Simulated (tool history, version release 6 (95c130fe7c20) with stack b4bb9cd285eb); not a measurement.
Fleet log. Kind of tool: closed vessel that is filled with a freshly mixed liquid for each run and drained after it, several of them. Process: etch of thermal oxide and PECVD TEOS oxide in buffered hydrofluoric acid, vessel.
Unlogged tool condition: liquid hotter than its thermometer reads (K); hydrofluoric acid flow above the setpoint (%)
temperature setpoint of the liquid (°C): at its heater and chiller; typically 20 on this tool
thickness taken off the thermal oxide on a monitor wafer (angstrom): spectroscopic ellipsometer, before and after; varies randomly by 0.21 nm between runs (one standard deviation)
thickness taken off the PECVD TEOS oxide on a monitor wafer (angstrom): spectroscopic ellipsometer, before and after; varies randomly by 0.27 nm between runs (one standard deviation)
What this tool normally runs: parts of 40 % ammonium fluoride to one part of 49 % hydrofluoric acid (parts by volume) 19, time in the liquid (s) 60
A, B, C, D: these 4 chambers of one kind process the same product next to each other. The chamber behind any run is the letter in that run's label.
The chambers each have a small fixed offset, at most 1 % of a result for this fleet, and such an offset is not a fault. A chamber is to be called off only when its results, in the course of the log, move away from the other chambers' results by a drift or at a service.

run   hour  temperature setpoint of the liquid (°C)  parts of 40 % ammonium fluoride to one part of 49 % hydrofluoric acid (parts by volume)  time in the liquid (s)  hours since the thermometer was replaced  hours since the hydrofluoric acid flow meter was replaced  read-back film thickness of the thermal oxide reference wafer, read on the same gauge (nm)  read-back film thickness of the PECVD TEOS oxide reference wafer, read on the same gauge (nm)  thickness taken off the thermal oxide on a monitor wafer (angstrom)  thickness taken off the PECVD TEOS oxide on a monitor wafer (angstrom)
 1D    3.2                                       20                                                                                       19                      60                                     507.4                                                      204.6                                                                                      39.978                                                                                         30.011                                                               305.14                                                                   327.1
 2B    5.9                                       20                                                                                       19                      60                                     115.7                                                      593.2                                                                                      40.023                                                                                         30.011                                                               304.03                                                                   328.3
 3A    8.4                                       20                                                                                       19                      60                                      90.4                                                     1183.1                                                                                      39.988                                                                                         29.973                                                               300.03                                                                  326.98
 4C     13                                       20                                                                                       19                      60                                      1687                                                      610.8                                                                                      39.997                                                                                         30.021                                                               299.99                                                                  325.32
 5A   18.2                                     22.5                                                                                     16.5                      60                                     100.2                                                     1192.9                                                                                      39.992                                                                                         29.991                                                               393.54                                                                   438.9
 6D   22.9                                     22.5                                                                                     16.5                      60                                     527.1                                                      224.3                                                                                      40.008                                                                                         29.986                                                               400.26                                                                  432.36
 7C     28                                     22.5                                                                                     16.5                      60                                      1702                                                      625.8                                                                                      39.985                                                                                         29.998                                                               399.93                                                                  426.26
 8B     33                                     22.5                                                                                     16.5                      60                                     142.8                                                      620.3                                                                                      40.032                                                                                          29.98                                                               401.05                                                                  430.96
 9D   36.7                                       20                                                                                       19                      60                                     540.9                                                      238.1                                                                                       40.05                                                                                         29.992                                                               298.78                                                                  324.49
10A   41.1                                       20                                                                                       19                      60                                     123.1                                                     1215.8                                                                                      40.013                                                                                         29.996                                                                302.6                                                                  328.52
11C     46                                       20                                                                                       19                      60                                      1720                                                      643.8                                                                                      39.997                                                                                         29.979                                                               300.71                                                                  322.26
12B   50.2                                       20                                                                                       19                      60                                       160                                                      637.5                                                                                      39.989                                                                                         30.012                                                               303.43                                                                  329.63
13C   55.2                                       20                                                                                       19                      60                                    1729.2                                                        653                                                                                      40.023                                                                                         30.033                                                               300.14                                                                  321.69
14B   57.9                                       20                                                                                       19                      60                                     167.7                                                      645.2                                                                                      39.968                                                                                         30.017                                                               302.26                                                                  323.33
15D     61                                       20                                                                                     24.5                      80                                     565.2                                                      262.4                                                                                      40.005                                                                                         30.028                                                               330.39                                                                  357.45
16A   65.4                                       20                                                                                     24.5                      80                                     147.4                                                     1240.1                                                                                      39.976                                                                                         29.965                                                               325.74                                                                  358.99
17C   68.3                                       20                                                                                     24.5                      80                                    1742.3                                                      666.1                                                                                      40.003                                                                                         29.975                                                               327.76                                                                  358.13
18D   70.9                                       20                                                                                     24.5                      80                                     575.1                                                      272.3                                                                                      40.014                                                                                         30.002                                                               330.34                                                                  355.46
19B   75.6                                       20                                                                                       19                      60                                     185.4                                                      662.9                                                                                      40.011                                                                                         30.002                                                               303.66                                                                  326.17
20A   78.7                                       20                                                                                       19                      60                                     160.7                                                     1253.4                                                                                      40.054                                                                                         30.048                                                               298.78                                                                  326.65
21D   83.6                                       20                                                                                       19                      60                                     587.8                                                        285                                                                                      40.001                                                                                         29.997                                                               303.37                                                                  321.65
22A   86.4                                       20                                                                                       19                      60                                     168.4                                                     1261.1                                                                                      39.967                                                                                         29.997                                                               296.15                                                                  328.18
23C   90.8                                       20                                                                                       19                      80                                    1764.8                                                      688.6                                                                                      40.014                                                                                         30.024                                                               398.36                                                                  432.59
24B   95.5                                       20                                                                                       19                      80                                     205.3                                                      682.8                                                                                      39.995                                                                                         29.991                                                               399.42                                                                  434.72
25B  100.7                                       20                                                                                       19                      80                                     210.5                                                        688                                                                                      40.052                                                                                         29.984                                                               402.93                                                                  435.19
26A  104.4                                       20                                                                                       19                      80                                     186.4                                                     1279.1                                                                                      40.023                                                                                         29.979                                                               396.42                                                                  429.98
27C  108.3                                       20                                                                                       19                      60                                    1782.3                                                      706.1                                                                                      40.002                                                                                         30.005                                                               302.34                                                                  325.69
28D  112.8                                       20                                                                                       19                      60                                       617                                                      314.2                                                                                      40.009                                                                                         29.999                                                               301.28                                                                  322.29
29C  117.4                                       20                                                                                       19                      60                                    1791.4                                                      715.2                                                                                      40.028                                                                                         29.992                                                               298.27                                                                  320.57
30D    122                                       20                                                                                       19                      60                                     626.2                                                      323.4                                                                                      40.034                                                                                         30.008                                                               299.95                                                                  325.24
31A  125.2                                       20                                                                                       19                      45                                     207.2                                                     1299.9                                                                                      40.007                                                                                          29.99                                                               221.52                                                                  242.86
32B  128.6                                       20                                                                                       19                      45                                     238.4                                                      715.9                                                                                      39.978                                                                                         30.001                                                                224.2                                                                  244.45
33D  133.2                                       20                                                                                       19                      45                                     637.4                                                      334.6                                                                                      40.008                                                                                         30.022                                                               226.57                                                                  244.26

All 4 chambers run these settings next. Forecast each chamber's results:
34A  137.1                                       24                                                                                       19                      60                                                                                                                                                                                                                                                                                                                                                                    ?                                                                       ?
34B  137.1                                       24                                                                                       19                      60                                                                                                                                                                                                                                                                                                                                                                    ?                                                                       ?
34C  137.1                                       24                                                                                       19                      60                                                                                                                                                                                                                                                                                                                                                                    ?                                                                       ?
34D  137.1                                       24                                                                                       19                      60                                                                                                                                                                                                                                                                                                                                                                    ?                                                                       ?

run  thickness taken off the thermal oxide on a monitor wafer (angstrom)  thickness taken off the PECVD TEOS oxide on a monitor wafer (angstrom)
34A                                                               375.42                                                                     402
34B                                                               378.45                                                                  412.03
34C                                                               372.21                                                                  407.63
34D                                                               378.79                                                                  408.28
